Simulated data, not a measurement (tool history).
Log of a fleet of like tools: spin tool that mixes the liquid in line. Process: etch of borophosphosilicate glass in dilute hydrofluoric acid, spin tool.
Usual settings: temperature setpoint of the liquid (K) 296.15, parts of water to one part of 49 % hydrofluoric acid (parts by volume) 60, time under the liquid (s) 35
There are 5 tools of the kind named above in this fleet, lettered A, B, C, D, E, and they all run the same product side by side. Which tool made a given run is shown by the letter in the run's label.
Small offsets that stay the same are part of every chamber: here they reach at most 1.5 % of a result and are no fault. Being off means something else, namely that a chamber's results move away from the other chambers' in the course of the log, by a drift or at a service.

run   hour  temperature setpoint of the liquid (K)  parts of water to one part of 49 % hydrofluoric acid (parts by volume)  time under the liquid (s)  hours since the thermometer was replaced  hours since the hydrofluoric acid flow meter was replaced  read-back film thickness of the borophosphosilicate glass reference wafer, read on the same gauge (nm)  thickness taken off the borophosphosilicate glass on a monitor wafer (nm)
 1A    5.1                                  296.15                                                                      60                         35                                    2527.3                                                      406.8                                                                                                  119.99                                                                     29.472
 2E   12.8                                  296.15                                                                      60                         35                                    1601.3                                                     1124.7                                                                                                  119.97                                                                     29.655
 3C     18                                  296.15                                                                      60                         35                                     690.5                                                     1403.1                                                                                                     120                                                                     29.724
 4B   26.8                                  296.15                                                                      60                         35                                    1127.5                                                       70.5                                                                                                  120.02                                                                     29.758
 5D   35.3                                  296.15                                                                      60                         35                                     542.3                                                     1254.4                                                                                                  119.99                                                                     30.216
 6D   44.6                                  296.15                                                                      60                         35                                     551.6                                                     1263.7                                                                                                  119.99                                                                     30.401
 7A   50.9                                  296.15                                                                      60                         55                                    2573.1                                                      452.6                                                                                                  120.01                                                                     46.788
 8E   58.4                                  296.15                                                                      60                         55                                    1646.9                                                     1170.3                                                                                                  120.01                                                                     46.982
 9C   64.6                                  296.15                                                                      60                         55                                     737.1                                                     1449.7                                                                                                  119.98                                                                     46.304
10B   70.7                                  296.15                                                                      60                         55                                    1171.4                                                      114.4                                                                                                  120.02                                                                     47.588
11E   75.1                                  296.15                                                                      60                         55                                    1663.6                                                       1187                                                                                                  120.03                                                                     46.668
12C   82.6                                  296.15                                                                      60                         35                                     755.1                                                     1467.7                                                                                                  120.01                                                                     29.919
13A     87                                  296.15                                                                      60                         35                                    2609.2                                                      488.7                                                                                                  119.99                                                                     29.769
14B   96.1                                  296.15                                                                      60                         35                                    1196.8                                                      139.8                                                                                                  120.01                                                                     29.093
15D  100.6                                  296.15                                                                      60                         35                                     607.6                                                     1319.7                                                                                                  120.02                                                                     30.561
16E  105.2                                  296.15                                                                      60                         35                                    1693.7                                                     1217.1                                                                                                     120                                                                     29.707
17D  113.6                                  296.15                                                                      60                         35                                     620.6                                                     1332.7                                                                                                  119.99                                                                     30.099
18B  118.5                                  296.15                                                                      60                         35                                    1219.2                                                      162.2                                                                                                  119.98                                                                     29.601
19A  123.4                                  296.15                                                                      60                         35                                    2645.6                                                      525.1                                                                                                  120.02                                                                     29.621
20C  131.4                                  296.15                                                                      60                         35                                     803.9                                                     1516.5                                                                                                  120.02                                                                     29.948
21C  140.5                                  296.15                                                                      60                         35                                       813                                                     1525.6                                                                                                  119.97                                                                     29.935
22E  148.2                                  296.15                                                                      60                         35                                    1736.7                                                     1260.1                                                                                                  120.01                                                                     29.744
23B  157.4                                  296.15                                                                      60                         35                                    1258.1                                                      201.1                                                                                                  119.99                                                                     29.743
24D  161.9                                  296.15                                                                      60                         35                                     668.9                                                       1381                                                                                                  120.02                                                                     30.468
25A  170.5                                  296.15                                                                      60                         35                                    2692.7                                                      572.2                                                                                                  120.02                                                                     29.956
26E  177.3                                  296.15                                                                      60                         35                                    1765.8                                                     1289.2                                                                                                  120.01                                                                     29.726
27D  184.2                                  296.15                                                                      60                         35                                     691.2                                                     1403.3                                                                                                  120.02                                                                     30.363
28A  191.5                                  296.15                                                                      60                         35                                    2713.7                                                      593.2                                                                                                  120.01                                                                     29.935
29B  199.3                                  296.15                                                                      60                         35                                      1300                                                        243                                                                                                  120.02                                                                      30.04
     203.8  -- chamber A: thermometer replaced
30C  207.6                                  296.15                                                                      60                         35                                     880.1                                                     1592.7                                                                                                  119.99                                                                     29.803
31E    215                                  296.15                                                                      60                         35                                    1803.5                                                     1326.9                                                                                                  120.01                                                                     30.123
32D  221.5                                  291.65                                                                      40                         35                                     728.5                                                     1440.6                                                                                                  119.99                                                                     37.404
33C  226.6                                  291.65                                                                      40                         35                                     899.1                                                     1611.7                                                                                                     120                                                                     38.113
     231.6  -- chamber D: thermometer replaced
34B  236.5                                  291.65                                                                      40                         35                                    1337.2                                                      280.2                                                                                                  120.01                                                                     37.525
35A  241.3                                  291.65                                                                      40                         35                                      37.5                                                        643                                                                                                     120                                                                     37.854
36B  249.1                                  291.65                                                                      40                         35                                    1349.8                                                      292.8                                                                                                  120.01                                                                     38.138
37E  258.7                                  296.15                                                                      60                         35                                    1847.2                                                     1370.6                                                                                                  119.99                                                                     30.351
38D  265.2                                  296.15                                                                      60                         35                                      33.7                                                     1484.3                                                                                                  119.97                                                                     30.133

Each of the 5 chambers runs these same settings next. Fill in every chamber's results:
39A  272.4                                  296.15                                                                      60                         35                                                                                                                                                                                                                                                                                       ?
39B  272.4                                  296.15                                                                      60                         35                                                                                                                                                                                                                                                                                       ?
39C  272.4                                  296.15                                                                      60                         35                                                                                                                                                                                                                                                                                       ?
39D  272.4                                  296.15                                                                      60                         35                                                                                                                                                                                                                                                                                       ?
39E  272.4                                  296.15                                                                      60                         35                                                                                                                                                                                                                                                                                       ?

run  thickness taken off the borophosphosilicate glass on a monitor wafer (nm)
39A                                                                     29.845
39B                                                                     29.707
39C                                                                     29.765
39D                                                                     30.153
39E                                                                     29.949
